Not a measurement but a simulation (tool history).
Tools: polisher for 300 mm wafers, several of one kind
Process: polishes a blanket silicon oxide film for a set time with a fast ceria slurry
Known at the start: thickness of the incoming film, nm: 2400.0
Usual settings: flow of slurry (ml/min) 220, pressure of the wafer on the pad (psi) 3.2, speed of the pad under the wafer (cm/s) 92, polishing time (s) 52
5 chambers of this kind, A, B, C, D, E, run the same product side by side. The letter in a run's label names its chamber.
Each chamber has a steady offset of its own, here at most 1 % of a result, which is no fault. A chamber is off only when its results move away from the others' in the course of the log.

| run | hour | flow of slurry (ml/min) | pressure of the wafer on the pad (psi) | speed of the pad under the wafer (cm/s) | polishing time (s) | wafers polished on this pad | hours since the slurry nozzle was cleaned | hours since the head pressure was calibrated | film removed (nm) |
|---|---|---|---|---|---|---|---|---|---|
| 1D | 12.9 | 220 | 3.2 | 92 | 52 | 845 | 43.6 | 27.2 | 702.97 |
|  | 18.2 | chamber A: worn pad replaced by a new one |
|  | 23.6 | chamber A: slurry nozzle cleaned |
| 2B | 24.6 | 220 | 3.2 | 92 | 52 | 441 | 229.6 | 204.8 | 706.45 |
|  | 26.6 | chamber E: worn pad replaced by a new one |
| 3E | 36.6 | 220 | 3.2 | 92 | 52 | 152 | 332.7 | 38.3 | 708.95 |
| 4C | 47.1 | 220 | 3.2 | 92 | 52 | 1185 | 193.3 | 547.7 | 705.11 |
|  | 52.6 | chamber D: worn pad replaced by a new one |
| 5A | 59.3 | 220 | 3.2 | 92 | 52 | 620 | 35.7 | 85.3 | 694.99 |
| 6E | 71.7 | 220 | 3.2 | 92 | 52 | 682 | 367.8 | 73.4 | 688.58 |
| 7C | 78.6 | 220 | 3.2 | 92 | 52 | 1661 | 224.8 | 579.2 | 700.84 |
| 8A | 90 | 220 | 3.2 | 92 | 52 | 1084 | 66.4 | 116 | 707.71 |
|  | 92.5 | chamber B: worn pad replaced by a new one |
| 9B | 99.9 | 220 | 3.2 | 92 | 52 | 112 | 304.9 | 280.1 | 702.47 |
|  | 104.9 | chamber E: worn pad replaced by a new one |
| 10D | 108.8 | 220 | 3.2 | 92 | 52 | 850 | 139.5 | 123.1 | 686.97 |
|  | 115.8 | chamber A: worn pad replaced by a new one |
| 11B | 119.3 | 220 | 3.2 | 92 | 52 | 405 | 324.3 | 299.5 | 717.95 |
| 12E | 128.2 | 220 | 3.2 | 92 | 52 | 352 | 424.3 | 129.9 | 707.14 |
| 13A | 140.9 | 220 | 3.2 | 92 | 52 | 379 | 117.3 | 166.9 | 675.86 |
| 14C | 150.4 | 220 | 3.2 | 92 | 52 | 2745 | 296.6 | 651 | 695.53 |
|  | 154.8 | chamber D: worn pad replaced by a new one |
| 15D | 163.1 | 220 | 3.2 | 92 | 52 | 125 | 193.8 | 177.4 | 677.68 |
| 16C | 172.5 | 220 | 3.2 | 92 | 52 | 3079 | 318.7 | 673.1 | 687.3 |
| 17D | 180.6 | 220 | 3.2 | 92 | 68 | 389 | 211.3 | 194.9 | 906.01 |
|  | 181.1 | chamber E: worn pad replaced by a new one |
|  | 185.3 | chamber B: worn pad replaced by a new one |
| 18E | 193.8 | 220 | 3.2 | 92 | 68 | 192 | 489.9 | 195.5 | 916.25 |
| 19B | 200.2 | 220 | 3.2 | 92 | 68 | 225 | 405.2 | 380.4 | 919.4 |
| 20A | 207.8 | 220 | 3.2 | 92 | 68 | 1390 | 184.2 | 233.8 | 898.31 |
| 21C | 216.7 | 220 | 3.2 | 92 | 68 | 3747 | 362.9 | 717.3 | 892.49 |
|  | 219.8 | chamber A: worn pad replaced by a new one |
| 22B | 224.3 | 220 | 3.2 | 92 | 52 | 589 | 429.3 | 404.5 | 696.78 |
| 23D | 231.7 | 220 | 3.2 | 92 | 52 | 1161 | 262.4 | 246 | 701.28 |
| 24A | 243.9 | 220 | 3.2 | 92 | 52 | 364 | 220.3 | 269.9 | 686.16 |
|  | 252.6 | chamber D: worn pad replaced by a new one |
| 25E | 255 | 220 | 3.2 | 92 | 52 | 1117 | 551.1 | 256.7 | 691.59 |
|  | 259.1 | chamber E: worn pad replaced by a new one |
| 26A | 261.7 | 220 | 3.2 | 92 | 52 | 633 | 238.1 | 287.7 | 691.31 |
|  | 266.4 | chamber B: worn pad replaced by a new one |
| 27B | 270 | 220 | 3.2 | 92 | 52 | 55 | 475 | 450.2 | 697.63 |
| 28D | 276.4 | 270 | 3.2 | 66 | 52 | 359 | 307.1 | 290.7 | 514.74 |
| 29C | 285.5 | 270 | 3.2 | 66 | 52 | 4786 | 431.7 | 786.1 | 495.02 |
| 30E | 298.8 | 270 | 3.2 | 66 | 52 | 599 | 594.9 | 300.5 | 501.1 |
|  | 300.3 | chamber C: slurry nozzle cleaned |
| 31A | 308.3 | 270 | 3.2 | 66 | 52 | 1337 | 284.7 | 334.3 | 515.69 |
|  | 310.2 | chamber A: worn pad replaced by a new one |
| 32C | 320.9 | 270 | 3.2 | 66 | 52 | 5321 | 20.7 | 821.5 | 479.28 |
| 33D | 333 | 220 | 3.2 | 92 | 52 | 1214 | 363.7 | 347.3 | 688.93 |
|  | 340.2 | chamber E: head pressure recalibrated |
|  | 340.6 | chamber D: worn pad replaced by a new one |
| 34E | 340.7 | 220 | 3.2 | 66 | 35 | 1232 | 636.8 | 0.6 | 326.36 |
|  | 345.8 | chamber E: worn pad replaced by a new one |
| 35B | 350 | 220 | 3.2 | 66 | 35 | 1264 | 555 | 530.2 | 334.69 |
| 36B | 355.8 | 220 | 3.2 | 66 | 35 | 1351 | 560.8 | 536 | 335.73 |
|  | 358.3 | chamber B: worn pad replaced by a new one |
| 37C | 367.9 | 220 | 3.2 | 66 | 35 | 6031 | 67.7 | 868.5 | 319.53 |
| 38A | 376 | 220 | 3.2 | 66 | 35 | 995 | 352.4 | 402 | 324.91 |
| 39D | 388.3 | 220 | 3.2 | 92 | 52 | 721 | 419 | 402.6 | 702.52 |
| 40E | 395.7 | 220 | 3.2 | 92 | 52 | 753 | 691.8 | 55.6 | 702.78 |
| 41E | 405.5 | 220 | 3.2 | 92 | 52 | 901 | 701.6 | 65.4 | 690.62 |
| 42C | 416.3 | 220 | 3.2 | 92 | 52 | 6762 | 116.1 | 916.9 | 649.87 |
| 43B | 426 | 220 | 3.2 | 92 | 52 | 1023 | 631 | 606.2 | 683.93 |

Is one chamber off against the others, does the gauge drift, or is nothing wrong? If a chamber is off, say which, and what the likeliest cause is.

Chamber C drifts away from the others.
Cause: removal rate lost through wear of the pad, % = 8.19.
The log may not tell that from: head's pressure below its setpoint, %.

Here are 4 candidates for chamber C's next run, each the usual settings with a change, their results left as question marks. Which one brings its results back in line with what the others give on the usual settings?
In line means no further than this from the other chambers' mean on the usual settings: film removed (nm) 35
| 44C-1 | 435.6 | 220 | 3.2 | 84 | 52 |  |  |  | ? |
| 44C-2 | 435.6 | 220 | 3.3 | 94 | 53 |  |  |  | ? |
| 44C-3 | 435.6 | 220 | 2.7 | 92 | 52 |  |  |  | ? |
| 44C-4 | 435.6 | 225 | 3.8 | 92 | 52 |  |  |  | ? |

The other chambers' mean on the usual settings: film removed (nm) 695.31
| run | film removed (nm) |
|---|---|
| 44C-1 | 586.97 |
| 44C-2 | 689.89 |
| 44C-3 | 540.39 |
| 44C-4 | 766.52 |
44C-2 brings the chamber back in line.
